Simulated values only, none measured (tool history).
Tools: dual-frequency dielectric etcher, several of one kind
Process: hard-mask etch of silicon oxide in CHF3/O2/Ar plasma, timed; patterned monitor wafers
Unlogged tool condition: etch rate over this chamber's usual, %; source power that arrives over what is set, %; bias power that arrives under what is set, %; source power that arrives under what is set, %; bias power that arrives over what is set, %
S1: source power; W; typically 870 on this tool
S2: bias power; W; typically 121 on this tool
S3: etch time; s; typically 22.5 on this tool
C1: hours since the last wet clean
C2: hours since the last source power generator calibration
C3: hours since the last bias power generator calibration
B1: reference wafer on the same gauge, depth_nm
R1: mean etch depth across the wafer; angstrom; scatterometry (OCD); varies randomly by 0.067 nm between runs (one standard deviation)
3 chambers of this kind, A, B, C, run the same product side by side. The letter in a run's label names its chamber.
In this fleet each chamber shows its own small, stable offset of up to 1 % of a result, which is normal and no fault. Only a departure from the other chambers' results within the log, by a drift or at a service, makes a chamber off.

run,day,S1,S2,S3,C1,C2,C3,B1,R1
1B,0.304,870,121,22.5,260.9,229.2,4063.1,52.384,452.03
2A,0.721,870,121,22.5,309.2,1836.4,1554.9,52.374,456.75
3C,1.071,870,121,22.5,82.4,1062.1,3305.8,52.347,449.65
4B,1.429,870,121,22.5,287.9,256.2,4090.1,52.349,450.07
5A,1.800,870,136,22.5,335.1,1862.3,1580.8,52.333,473.17
6C,2.150,870,136,22.5,108.3,1088.0,3331.7,52.341,465.31
7A,2.500,870,136,22.5,351.9,1879.1,1597.6,52.318,472.43
8B,2.808,870,121,22.5,321.0,289.3,4123.2,52.289,449.70
9C,3.350,1050,121,18.0,137.1,1116.8,3360.5,52.305,385.55
10A,3.742,1050,121,18.0,381.7,1908.9,1627.4,52.279,392.71
# day 4.321: chamber B: bias power generator calibrated
11C,4.321,1050,121,18.0,160.4,1140.1,3383.8,52.273,385.54
12B,4.679,870,121,22.5,365.9,334.2,8.6,52.229,450.14
# day 5.217: chamber B: wet clean of the chamber
13C,5.262,870,121,22.5,183.0,1162.7,3406.4,52.220,448.57
# day 5.438: chamber A: wet clean of the chamber
14B,5.700,870,121,22.5,11.6,358.7,33.1,52.212,449.94
15A,6.271,870,121,22.5,20.0,1969.6,1688.1,52.198,454.63
16C,6.800,870,121,22.5,219.9,1199.6,3443.3,52.158,448.39
17B,7.092,870,121,22.5,45.0,392.1,66.5,52.172,450.14
18A,7.583,870,121,22.5,51.5,2001.1,1719.6,52.146,454.43
# day 7.679: chamber C: bias power generator calibrated
19C,8.025,870,121,22.5,249.3,1229.0,8.3,52.142,446.45
20A,8.317,870,121,22.5,69.1,2018.7,1737.2,52.131,454.87
21B,8.846,870,121,22.5,87.1,434.2,108.6,52.116,450.38
22C,9.279,870,121,22.5,279.4,1259.1,38.4,52.094,446.05

Has any chamber moved away from the others, gradually or after a service, or does the common gauge drift, or do the chambers differ only by their own small steady offsets? State the chamber and the most likely cause if one applies.

The gauge drifts, so all chambers seem to drift together. No chamber is off.
Most likely cause: gauge reads low (%) = 0.619.

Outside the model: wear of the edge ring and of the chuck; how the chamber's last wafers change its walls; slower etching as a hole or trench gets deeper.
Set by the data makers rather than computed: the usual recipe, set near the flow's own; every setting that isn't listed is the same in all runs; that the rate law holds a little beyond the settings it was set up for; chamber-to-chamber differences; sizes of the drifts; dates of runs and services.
